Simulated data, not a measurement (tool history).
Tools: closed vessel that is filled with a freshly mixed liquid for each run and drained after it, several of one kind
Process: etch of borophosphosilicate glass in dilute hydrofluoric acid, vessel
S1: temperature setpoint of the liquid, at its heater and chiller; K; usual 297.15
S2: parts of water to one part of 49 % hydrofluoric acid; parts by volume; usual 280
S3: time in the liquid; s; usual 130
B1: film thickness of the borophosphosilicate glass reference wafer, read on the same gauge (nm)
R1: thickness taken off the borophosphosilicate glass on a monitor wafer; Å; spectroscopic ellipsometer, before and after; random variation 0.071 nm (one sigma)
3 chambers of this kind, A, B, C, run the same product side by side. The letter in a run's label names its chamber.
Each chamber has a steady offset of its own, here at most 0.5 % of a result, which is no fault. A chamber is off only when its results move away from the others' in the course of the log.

| run | day | S1 | S2 | S3 | B1 | R1 |
|---|---|---|---|---|---|---|
| 1B | 0.133 | 297.15 | 280 | 130 | 140.01 | 103.8 |
| 2C | 0.3 | 297.15 | 280 | 130 | 140.01 | 103.31 |
| 3A | 0.55 | 297.15 | 280 | 130 | 140.03 | 104.06 |
| 4B | 0.775 | 297.15 | 280 | 130 | 140 | 104.4 |
| 5C | 0.925 | 297.15 | 280 | 130 | 140 | 103.53 |
| 6A | 1.129 | 297.15 | 280 | 130 | 140 | 103.81 |
| 7A | 1.296 | 297.15 | 280 | 130 | 140 | 103.13 |
| 8C | 1.45 | 297.15 | 280 | 130 | 140.03 | 103.01 |
| 9B | 1.625 | 297.15 | 280 | 130 | 140.01 | 103.47 |
| 10C | 1.796 | 297.15 | 280 | 130 | 140.01 | 103.83 |
| 11B | 2.021 | 297.15 | 280 | 130 | 139.99 | 103.24 |
| 12A | 2.196 | 297.15 | 280 | 130 | 140 | 102.88 |
| 13A | 2.438 | 297.15 | 280 | 130 | 140 | 101.63 |
| 14B | 2.667 | 297.15 | 280 | 130 | 140.01 | 103.09 |
| 15C | 2.838 | 297.15 | 280 | 130 | 140.01 | 102.23 |
| 16C | 3 | 297.15 | 280 | 130 | 140 | 103.97 |
| 17B | 3.142 | 297.15 | 230 | 130 | 139.99 | 130.99 |
| 18A | 3.35 | 297.15 | 230 | 130 | 139.99 | 131.92 |
| 19B | 3.592 | 297.15 | 230 | 130 | 140.01 | 132.42 |
| 20C | 3.792 | 297.15 | 280 | 130 | 140 | 104.4 |
| 21A | 3.958 | 297.15 | 280 | 130 | 140 | 102.53 |

Is one chamber off against the others, does the gauge drift, or is nothing wrong? If a chamber is off, say which, and what the likeliest cause is.

No chamber stands off beyond its own small offset, and the gauge holds steady.
